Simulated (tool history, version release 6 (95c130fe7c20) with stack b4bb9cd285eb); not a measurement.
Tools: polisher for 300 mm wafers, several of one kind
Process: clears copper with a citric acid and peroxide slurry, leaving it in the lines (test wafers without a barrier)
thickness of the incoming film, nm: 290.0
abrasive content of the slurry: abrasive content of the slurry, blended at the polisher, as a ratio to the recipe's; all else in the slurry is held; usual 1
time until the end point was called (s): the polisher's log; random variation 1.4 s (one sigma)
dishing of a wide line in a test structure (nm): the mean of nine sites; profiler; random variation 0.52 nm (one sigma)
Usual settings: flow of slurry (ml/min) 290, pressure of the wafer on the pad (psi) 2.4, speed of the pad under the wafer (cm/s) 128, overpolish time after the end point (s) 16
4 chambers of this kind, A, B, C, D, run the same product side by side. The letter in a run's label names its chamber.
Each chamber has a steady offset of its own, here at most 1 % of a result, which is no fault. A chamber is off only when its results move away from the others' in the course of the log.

run	hour	flow of slurry (ml/min)	pressure of the wafer on the pad (psi)	speed of the pad under the wafer (cm/s)	abrasive content of the slurry	overpolish time after the end point (s)	time until the end point was called (s)	dishing of a wide line in a test structure (nm)
1C	4.7	290	2.4	128	1	16	147.61	23.092
# hour 8.2: chamber D: worn pad replaced by a new one
2B	11.5	290	2.4	128	1	16	144.17	22.68
# hour 19.3: chamber B: worn pad replaced by a new one
3A	19.6	290	2.4	128	1	16	147.57	24.188
4D	25.4	290	2.4	128	1	16	145.85	22.864
5A	33.7	290	2.4	128	1	16	144.01	22.359
# hour 40: chamber C: worn pad replaced by a new one
6B	40.9	290	2.4	128	1	16	144.97	21.78
7C	50.2	290	2.4	128	1	16	146.13	22.245
8D	56.9	290	2.4	128	1	16	145.72	21.888
9D	66.4	290	2.4	128	1	16	144.22	22.523
# hour 68.5: chamber B: slurry blender recalibrated
10B	75.9	290	2.4	128	1	16	145.32	23.462
# hour 81.2: chamber B: worn pad replaced by a new one
# hour 81.7: chamber A: worn pad replaced by a new one
11A	84.1	290	2.4	128	1	16	145.1	23.195
12C	93.2	290	2.4	96	0.7	16	208.88	16.666
13B	100.9	290	2.4	96	0.7	16	210.96	16.377
14D	107.1	290	2.4	96	0.7	16	209.32	16.841
15C	116.2	290	2.4	96	0.7	16	204.27	16.673
# hour 123.1: chamber D: worn pad replaced by a new one
16A	125.4	290	2.4	128	1	16	144.45	22.942
17D	130.6	290	2.4	128	1.2	16	141.03	25.025
18A	135.3	290	2.4	128	1.2	16	141.17	23.401
# hour 140.3: chamber B: worn pad replaced by a new one
# hour 141: chamber A: slurry blender recalibrated
19B	143	290	2.4	128	1.2	16	140.68	22.773
20C	151.6	290	2.4	128	1.2	16	141.51	23.418
21D	160.1	290	2.4	128	1	16	145.72	23.088
# hour 160.7: chamber A: head pressure recalibrated
22C	167.2	290	2.4	128	1	16	143.63	22.373
23B	172.3	290	2.4	128	1	16	147.57	22.634
24A	177.3	290	2.4	128	1	16	161.75	20.859
25C	187.3	290	2.4	128	1	16	144.58	23.095
# hour 196.5: chamber C: worn pad replaced by a new one
26B	196.8	290	2.4	128	1	16	145.78	22.151
# hour 198.7: chamber B: worn pad replaced by a new one
27A	206	290	2.4	128	1	16	156.74	21.643
28D	212.1	290	2.4	128	1	16	144.15	23.695
29A	218.2	290	2.4	128	1	16	158.07	20.793
# hour 220.2: chamber A: worn pad replaced by a new one
30B	228.1	290	2.4	128	1	7	147.69	10.378
31D	238.1	290	2.4	128	1	7	143.43	10.246
# hour 243.3: chamber D: worn pad replaced by a new one
32C	244.6	290	2.4	128	1	7	145.69	11.24
33B	254.3	290	2.4	128	1	7	147.55	10.722
# hour 256.6: chamber B: worn pad replaced by a new one
34D	258.8	290	2.4	128	1	16	145.07	22.398
35C	268.2	290	2.4	128	1	16	147.03	23.202
# hour 269.7: chamber B: slurry nozzle cleaned
36A	275.7	290	2.4	128	1	20	158.73	25.965
# hour 279.2: chamber A: slurry blender recalibrated
# hour 281.5: chamber A: slurry nozzle cleaned
37A	284.7	290	2.4	128	1	20	159.91	26.535
38D	292.6	290	2.4	128	1	20	147.99	26.397
39B	298.5	290	2.4	128	1	20	146.22	26.684

Next, every chamber runs the same settings. What will each give?
40A	305.7	350	2.4	128	1	16	?	?
40B	305.7	350	2.4	128	1	16	?	?
40C	305.7	350	2.4	128	1	16	?	?
40D	305.7	350	2.4	128	1	16	?	?

run	time until the end point was called (s)	dishing of a wide line in a test structure (nm)
40A	158.42	22.476
40B	146.11	22.723
40C	142.2	23.068
40D	146.44	22.67
